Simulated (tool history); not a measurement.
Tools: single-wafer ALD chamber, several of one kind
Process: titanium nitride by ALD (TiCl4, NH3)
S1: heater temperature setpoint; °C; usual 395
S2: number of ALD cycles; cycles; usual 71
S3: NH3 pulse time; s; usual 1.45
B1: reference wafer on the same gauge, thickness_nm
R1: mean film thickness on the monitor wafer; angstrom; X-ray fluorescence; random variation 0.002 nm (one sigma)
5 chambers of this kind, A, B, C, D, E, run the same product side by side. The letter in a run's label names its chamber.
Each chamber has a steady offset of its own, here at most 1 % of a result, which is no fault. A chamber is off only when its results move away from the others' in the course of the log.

run     day   S1  S2    S3      B1      R1
 1D   0.596  395  71  1.45    1.65   15.17
 2C   1.046  395  71  1.45  1.6493  15.422
 3A   1.383  395  71  1.45  1.6493  15.352
 4E   2.025  395  71  1.45  1.6486  15.467
 5B   2.512  395  71  1.45  1.6487  15.429
 6C   2.912  395  71  1.45  1.6481  15.399
 7E   3.529  395  71  1.45  1.6488  15.497
 8A   3.875  395  71  1.45  1.6491  15.284
 9B   4.392  395  71  1.45  1.6479  15.418
10D   4.921  395  71  1.45  1.6481  15.235
11C   5.508  395  71  1.45   1.648  15.421
12A   5.875  395  71  1.45  1.6475  15.266
13B   6.242  395  71  1.45  1.6468  15.401
14E   6.629  395  71  1.45  1.6476  15.471
15D   7.071  395  71  1.45  1.6472   15.18
16D   7.542  395  71  1.45   1.647  15.178
17B   7.867  395  71  1.45  1.6464  15.378
18C   8.367  395  71  1.45  1.6466  15.404
19A   8.858  395  71  1.45  1.6458  15.287
20E   9.254  395  71  1.45  1.6456  15.443
21E   9.888  395  71  1.45  1.6453  15.433
22C  10.512  395  71  1.45  1.6455  15.397
23A  10.946  395  71  1.45  1.6455  15.295
24B  11.588  395  71  1.95  1.6449  15.596
25D  12.025  395  71  1.95  1.6447  15.376
26D  12.567  395  71  1.95  1.6444  15.358
27A  13.012  395  71  1.95  1.6439  15.506
28C  13.646  395  71  1.95   1.644  15.637
29E  14.292  395  71  1.45  1.6429  15.412
30B  14.875  395  60  0.99  1.6432   12.68
31E  15.433  395  60  0.99   1.643   12.73
32D  15.904  395  60  0.99  1.6426    12.5
33C  16.254  395  60  0.99   1.643  12.674
34B  16.742  395  60  0.99  1.6426   12.71
35A  17.104  395  71  1.45   1.642  15.262
36B    17.5  395  71  1.45  1.6418  15.303
37D  17.929  395  71  1.45  1.6415   15.15
38A  18.246  395  71  1.45  1.6418  15.257

Is one chamber off against the others, does the gauge drift, or is nothing wrong? If a chamber is off, say which, and what the likeliest cause is.

The gauge drifts, so all chambers seem to drift together. No chamber is off.
Cause: gauge reads low (%) = 0.521.
